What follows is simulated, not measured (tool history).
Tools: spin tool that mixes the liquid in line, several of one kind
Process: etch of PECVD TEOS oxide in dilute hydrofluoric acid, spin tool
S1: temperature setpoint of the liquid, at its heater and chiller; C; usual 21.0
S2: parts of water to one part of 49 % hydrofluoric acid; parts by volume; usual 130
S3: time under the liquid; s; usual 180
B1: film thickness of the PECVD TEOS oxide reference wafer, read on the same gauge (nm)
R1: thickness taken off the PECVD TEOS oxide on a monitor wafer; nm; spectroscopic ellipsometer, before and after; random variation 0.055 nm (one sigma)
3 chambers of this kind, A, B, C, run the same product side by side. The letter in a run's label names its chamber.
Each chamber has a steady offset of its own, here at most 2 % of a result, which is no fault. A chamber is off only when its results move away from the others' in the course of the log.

| run | hour | S1 | S2 | S3 | B1 | R1 |
|---|---|---|---|---|---|---|
| 1B | 4.2 | 21.0 | 130 | 180 | 99.994 | 10.1630 |
| 2C | 7.2 | 21.0 | 130 | 180 | 99.995 | 10.0370 |
| 3A | 10.0 | 21.0 | 130 | 180 | 100.000 | 10.0540 |
| 4B | 13.6 | 21.0 | 130 | 180 | 100.020 | 10.2230 |
| 5C | 16.7 | 21.0 | 130 | 180 | 99.999 | 9.9557 |
| 6A | 19.2 | 24.5 | 170 | 180 | 99.985 | 8.5406 |
| 7C | 22.5 | 24.5 | 170 | 180 | 99.993 | 8.3716 |
| 8A | 27.1 | 24.5 | 170 | 180 | 99.998 | 8.4427 |
| 9B | 31.9 | 21.0 | 130 | 255 | 99.985 | 14.4160 |
| 10B | 34.5 | 21.0 | 130 | 255 | 99.978 | 14.5470 |
| 11A | 37.7 | 21.0 | 130 | 255 | 99.993 | 14.3100 |
| 12C | 41.3 | 21.0 | 130 | 180 | 99.998 | 10.1240 |
| 13A | 45.4 | 21.0 | 130 | 180 | 99.994 | 10.1150 |
| 14B | 48.5 | 21.0 | 130 | 180 | 99.998 | 10.2020 |
| 15C | 52.4 | 21.0 | 130 | 180 | 100.020 | 10.0560 |
| 16B | 55.6 | 21.0 | 130 | 180 | 99.982 | 10.2190 |
| 17C | 60.1 | 21.0 | 130 | 180 | 100.010 | 10.3090 |
| 18A | 64.7 | 21.0 | 130 | 180 | 100.010 | 10.0420 |
| 19C | 69.2 | 21.0 | 180 | 180 | 100.020 | 7.0405 |
| 20A | 72.6 | 21.0 | 180 | 180 | 100.030 | 6.8957 |
| 21B | 75.9 | 21.0 | 180 | 180 | 99.993 | 6.9907 |
| 22B | 78.9 | 21.0 | 130 | 180 | 100.010 | 10.2170 |
| 23C | 83.7 | 21.0 | 130 | 180 | 100.000 | 10.3620 |
| 24A | 88.2 | 21.0 | 130 | 180 | 100.000 | 10.1120 |
| 25C | 93.2 | 21.0 | 130 | 85 | 100.010 | 4.9213 |
| 26B | 95.7 | 21.0 | 130 | 85 | 100.030 | 4.7930 |
| 27A | 99.2 | 21.0 | 130 | 85 | 99.994 | 4.8067 |
| 28C | 101.8 | 21.0 | 130 | 180 | 100.000 | 10.4060 |
| 29A | 105.5 | 21.0 | 130 | 275 | 99.995 | 15.3900 |

Is one chamber off against the others, does the gauge drift, or is nothing wrong? If a chamber is off, say which, and what the likeliest cause is.

Chamber C drifts away from the others.
Cause: hydrofluoric acid flow above the setpoint (%) = 4.13.
The log may not tell that from: liquid hotter than its thermometer reads (K).

Here are 4 candidates for chamber C's next run, each the usual settings with a change, their results left as question marks. Which one brings its results back in line with what the others give on the usual settings?
In line means no further than this from the other chambers' mean on the usual settings: R1 0.1900 nm
| 30C-1 | 109.5 | 21.0 | 130 | 175 |  | ? |
| 30C-2 | 109.5 | 21.0 | 135 | 175 |  | ? |
| 30C-3 | 109.5 | 21.0 | 130 | 185 |  | ? |
| 30C-4 | 109.5 | 21.0 | 125 | 185 |  | ? |

The other chambers' mean on the usual settings: R1 10.1500 nm
| run | R1 |
|---|---|
| 30C-1 | 10.1920 |
| 30C-2 | 9.7605 |
| 30C-3 | 10.7750 |
| 30C-4 | 11.2680 |
30C-1 brings the chamber back in line.
